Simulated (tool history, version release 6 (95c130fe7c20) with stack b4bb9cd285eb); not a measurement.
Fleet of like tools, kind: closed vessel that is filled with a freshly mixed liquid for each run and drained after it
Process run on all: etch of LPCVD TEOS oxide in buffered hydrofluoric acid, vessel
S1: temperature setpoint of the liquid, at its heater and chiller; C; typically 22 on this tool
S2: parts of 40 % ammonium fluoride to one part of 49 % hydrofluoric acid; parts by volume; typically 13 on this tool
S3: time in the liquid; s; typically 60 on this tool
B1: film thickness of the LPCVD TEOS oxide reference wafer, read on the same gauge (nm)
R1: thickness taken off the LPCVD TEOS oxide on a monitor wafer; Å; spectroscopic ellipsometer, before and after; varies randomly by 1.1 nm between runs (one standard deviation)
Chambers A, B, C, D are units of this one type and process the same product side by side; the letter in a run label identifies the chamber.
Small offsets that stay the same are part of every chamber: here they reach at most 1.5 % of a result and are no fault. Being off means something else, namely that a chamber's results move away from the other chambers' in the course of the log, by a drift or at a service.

Run 1D, hour 6.2: usual settings; B1 99.99. Result: R1 1262.1 Å.
Run 2A, hour 14.9: usual settings; B1 100.01. Result: R1 1261.8 Å.
Run 3B, hour 22.5: usual settings; B1 100.01. Result: R1 1250.2 Å.
At hour 29.9: chamber A: thermometer replaced.
Run 4C, hour 32: usual settings; B1 100. Result: R1 1284.1 Å.
Run 5A, hour 37.4: usual settings; B1 100.01. Result: R1 1263.2 Å.
Run 6B, hour 46.5: usual settings; B1 100.02. Result: R1 1261.7 Å.
Run 7D, hour 55.9: usual settings but S3 30 s; B1 100.01. Result: R1 621.36 Å.
Run 8C, hour 64: usual settings but S3 30 s; B1 100.02. Result: R1 644.73 Å.
Run 9A, hour 72.4: usual settings but S3 30 s; B1 99.989. Result: R1 644.74 Å.
Run 10C, hour 78.7: usual settings but S3 30 s; B1 100.01. Result: R1 640.87 Å.
Run 11B, hour 85.7: usual settings; B1 100.05. Result: R1 1268.3 Å.
Run 12D, hour 91.1: usual settings; B1 100.04. Result: R1 1249.4 Å.
Run 13C, hour 95.5: usual settings but S2 15.5 parts by volume, S3 35 s; B1 100.01. Result: R1 626.54 Å.
At hour 97.6: chamber C: hydrofluoric acid flow meter replaced.
Run 14B, hour 104.9: usual settings but S2 15.5 parts by volume, S3 35 s; B1 100.01. Result: R1 618.89 Å.
Run 15A, hour 111.9: usual settings but S2 15.5 parts by volume, S3 35 s; B1 100.03. Result: R1 610.71 Å.
Run 16D, hour 118.7: usual settings but S2 15.5 parts by volume, S3 35 s; B1 99.976. Result: R1 617.63 Å.
At hour 124: chamber A: hydrofluoric acid flow meter replaced.
Run 17A, hour 125.3: usual settings; B1 99.985. Result: R1 1273.9 Å.
Run 18C, hour 134.1: usual settings; B1 100. Result: R1 1270.8 Å.
Run 19B, hour 139.7: usual settings; B1 100.04. Result: R1 1251 Å.
Run 20D, hour 147.7: usual settings; B1 99.996. Result: R1 1283.8 Å.
Run 21A, hour 153.1: usual settings; B1 99.972. Result: R1 1264.2 Å.
Run 22B, hour 158.2: usual settings; B1 99.965. Result: R1 1255.1 Å.
Run 23C, hour 167.8: usual settings but S1 25.5 C, S3 45 s; B1 100.02. Result: R1 1160.5 Å.
Run 24D, hour 172.9: usual settings but S1 25.5 C, S3 45 s; B1 99.982. Result: R1 1162.8 Å.
Run 25D, hour 181.7: usual settings but S1 25.5 C, S3 45 s; B1 99.987. Result: R1 1122.5 Å.
Run 26B, hour 188.4: usual settings but S1 25.5 C, S3 45 s; B1 99.969. Result: R1 1166.6 Å.
Run 27C, hour 197.1: usual settings; B1 99.998. Result: R1 1284.6 Å.
Run 28A, hour 201.6: usual settings but S2 9 parts by volume, S3 30 s; B1 99.985. Result: R1 886.64 Å.
Run 29C, hour 209.7: usual settings but S2 9 parts by volume, S3 30 s; B1 99.982. Result: R1 877.66 Å.
Run 30A, hour 214.5: usual settings but S2 9 parts by volume, S3 30 s; B1 100.03. Result: R1 890.38 Å.
Run 31D, hour 223.7: usual settings but S2 9 parts by volume, S3 30 s; B1 99.967. Result: R1 868.05 Å.
Run 32B, hour 229.6: usual settings but S1 18 C, S3 80 s; B1 99.983. Result: R1 1345.6 Å.
Run 33C, hour 238.7: usual settings but S1 18 C, S3 80 s; B1 99.998. Result: R1 1356.1 Å.
Run 34A, hour 243.6: usual settings but S1 18 C, S3 80 s; B1 99.997. Result: R1 1346.5 Å.
Run 35B, hour 253.3: usual settings but S1 18 C, S3 80 s; B1 100.02. Result: R1 1346.2 Å.
Run 36D, hour 261.2: usual settings; B1 100.01. Result: R1 1276.3 Å.
Run 37C, hour 269.5: usual settings; B1 99.985. Result: R1 1267.1 Å.

One chamber off, gauge drift, or nothing amiss beyond the chambers' own small offsets? If it is a chamber, which one, and what is the likeliest cause?

Beyond each chamber's small constant offset nothing stands out, and the gauge stays steady.
